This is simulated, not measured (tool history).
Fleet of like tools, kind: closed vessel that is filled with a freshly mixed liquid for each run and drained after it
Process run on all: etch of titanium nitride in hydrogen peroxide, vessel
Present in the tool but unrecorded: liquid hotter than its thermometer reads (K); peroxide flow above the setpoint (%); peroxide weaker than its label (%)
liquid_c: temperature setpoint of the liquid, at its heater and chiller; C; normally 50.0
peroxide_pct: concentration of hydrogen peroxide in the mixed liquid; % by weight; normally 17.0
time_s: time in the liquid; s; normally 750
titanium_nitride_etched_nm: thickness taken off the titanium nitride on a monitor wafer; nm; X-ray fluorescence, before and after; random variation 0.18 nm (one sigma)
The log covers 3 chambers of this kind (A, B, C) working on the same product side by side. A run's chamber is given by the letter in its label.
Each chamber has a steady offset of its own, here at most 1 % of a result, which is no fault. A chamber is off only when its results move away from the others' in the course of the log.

run	day	liquid_c	peroxide_pct	time_s	hours since the thermometer was replaced	hours since the peroxide flow meter was replaced	hours since the drum of peroxide was connected	read-back film thickness of the titanium nitride reference wafer, read on the same gauge (nm)	titanium_nitride_etched_nm
1A	0.204	50.0	17.0	750	960.1	900.0	650.7	89.993	19.234
2C	0.404	50.0	17.0	750	824.5	639.1	1349.0	89.976	19.107
# day 0.517: chamber B: peroxide flow meter replaced
3B	0.638	50.0	17.0	750	939.1	3.0	479.0	89.966	19.818
# day 0.792: chamber C: peroxide flow meter replaced
4A	0.958	50.0	17.0	750	978.2	918.1	668.8	89.986	18.885
5B	1.217	50.0	17.0	750	953.0	16.9	492.9	89.996	19.308
6C	1.375	50.0	17.0	750	847.8	14.1	1372.3	90.002	18.940
7B	1.633	50.0	17.0	750	963.0	26.9	502.9	90.000	19.011
# day 1.804: chamber A: new drum of peroxide connected
8A	1.933	50.0	17.0	750	1001.6	941.5	3.1	89.969	19.404
9C	2.112	50.0	17.0	470	865.5	31.8	1390.0	90.029	12.062
10C	2.275	50.0	17.0	470	869.4	35.7	1393.9	90.025	12.186
11B	2.483	50.0	17.0	470	983.4	47.3	523.3	89.978	12.157
12A	2.671	50.0	17.0	750	1019.3	959.2	20.8	89.994	19.581
13B	2.879	50.0	17.0	750	992.9	56.8	532.8	90.033	19.594
14C	3.121	50.0	17.0	750	889.7	56.0	1414.2	90.012	19.041
15A	3.412	50.0	17.0	750	1037.1	977.0	38.6	89.986	19.750
16C	3.571	50.0	17.0	750	900.5	66.8	1425.0	89.989	19.105
17A	3.854	50.0	17.0	750	1047.7	987.6	49.2	90.023	19.762
18B	4.004	50.0	17.0	750	1019.9	83.8	559.8	90.016	19.348
19B	4.271	50.0	17.0	750	1026.3	90.2	566.2	89.986	19.172
20A	4.550	50.0	17.0	750	1064.4	1004.3	65.9	89.991	19.903
21C	4.892	50.0	17.0	750	932.2	98.5	1456.7	90.007	19.338
22A	5.083	50.0	17.0	750	1077.2	1017.1	78.7	90.000	19.851
23B	5.346	50.0	17.0	750	1052.1	116.0	592.0	89.990	19.429
24C	5.521	50.0	17.0	750	947.3	113.6	1471.8	89.979	19.015
25C	5.738	50.0	17.0	750	952.5	118.8	1477.0	89.994	19.214
# day 5.892: chamber B: thermometer replaced
26A	5.938	50.0	17.0	750	1097.7	1037.6	99.2	90.003	20.478
27B	6.188	50.0	17.0	750	7.2	136.2	612.2	89.979	19.455
28B	6.512	45.5	17.0	750	15.0	144.0	620.0	90.002	13.650
29C	6.675	45.5	17.0	750	975.0	141.3	1499.5	90.014	13.719
30A	6.900	45.5	17.0	750	1120.8	1060.7	122.3	90.029	14.781
31B	7.217	50.0	17.0	750	31.9	160.9	636.9	89.985	19.761
32C	7.404	50.0	17.0	750	992.5	158.8	1517.0	89.979	19.132
33A	7.571	50.0	17.0	750	1136.9	1076.8	138.4	90.032	21.006
# day 7.804: chamber C: new drum of peroxide connected
34C	7.900	50.0	17.0	750	1004.4	170.7	2.3	90.006	19.258
35A	8.096	50.0	17.0	750	1149.5	1089.4	151.0	90.012	20.948
36B	8.362	50.0	17.0	750	59.4	188.4	664.4	89.999	19.351
37C	8.654	50.0	17.0	750	1022.5	188.8	20.4	90.006	19.004
38A	8.900	58.0	21.5	750	1168.8	1108.7	170.3	90.011	39.107
39B	9.138	58.0	21.5	750	78.0	207.0	683.0	90.013	35.473
40B	9.321	58.0	21.5	750	82.4	211.4	687.4	89.996	36.206
41A	9.638	50.0	17.0	750	1186.5	1126.4	188.0	89.999	21.293

What goes on in this fleet: one chamber off, a drifting gauge, or nothing beyond the chambers' own small offsets? Name the chamber and the cause, if any.

One chamber, A, drifts off from the rest bit by bit.
Cause: liquid hotter than its thermometer reads (K) = 1.49.

Here are 4 candidates for chamber A's next run, each the usual settings with a change, their results left as question marks. Which one brings its results back in line with what the others give on the usual settings?
Counts as in line when no further than this from what the other chambers average on the usual settings: titanium_nitride_etched_nm 0.620 nm
42A-1	9.879	48.5	17.0	750					?
42A-2	9.879	51.0	17.0	785					?
42A-3	9.879	53.0	17.0	750					?
42A-4	9.879	50.0	17.0	615					?

Other chambers, usual settings, mean: titanium_nitride_etched_nm 19.273 nm
run	titanium_nitride_etched_nm
42A-1	19.402
42A-2	24.363
42A-3	26.868
42A-4	17.747
With 42A-1, the chamber falls back in line with the rest.

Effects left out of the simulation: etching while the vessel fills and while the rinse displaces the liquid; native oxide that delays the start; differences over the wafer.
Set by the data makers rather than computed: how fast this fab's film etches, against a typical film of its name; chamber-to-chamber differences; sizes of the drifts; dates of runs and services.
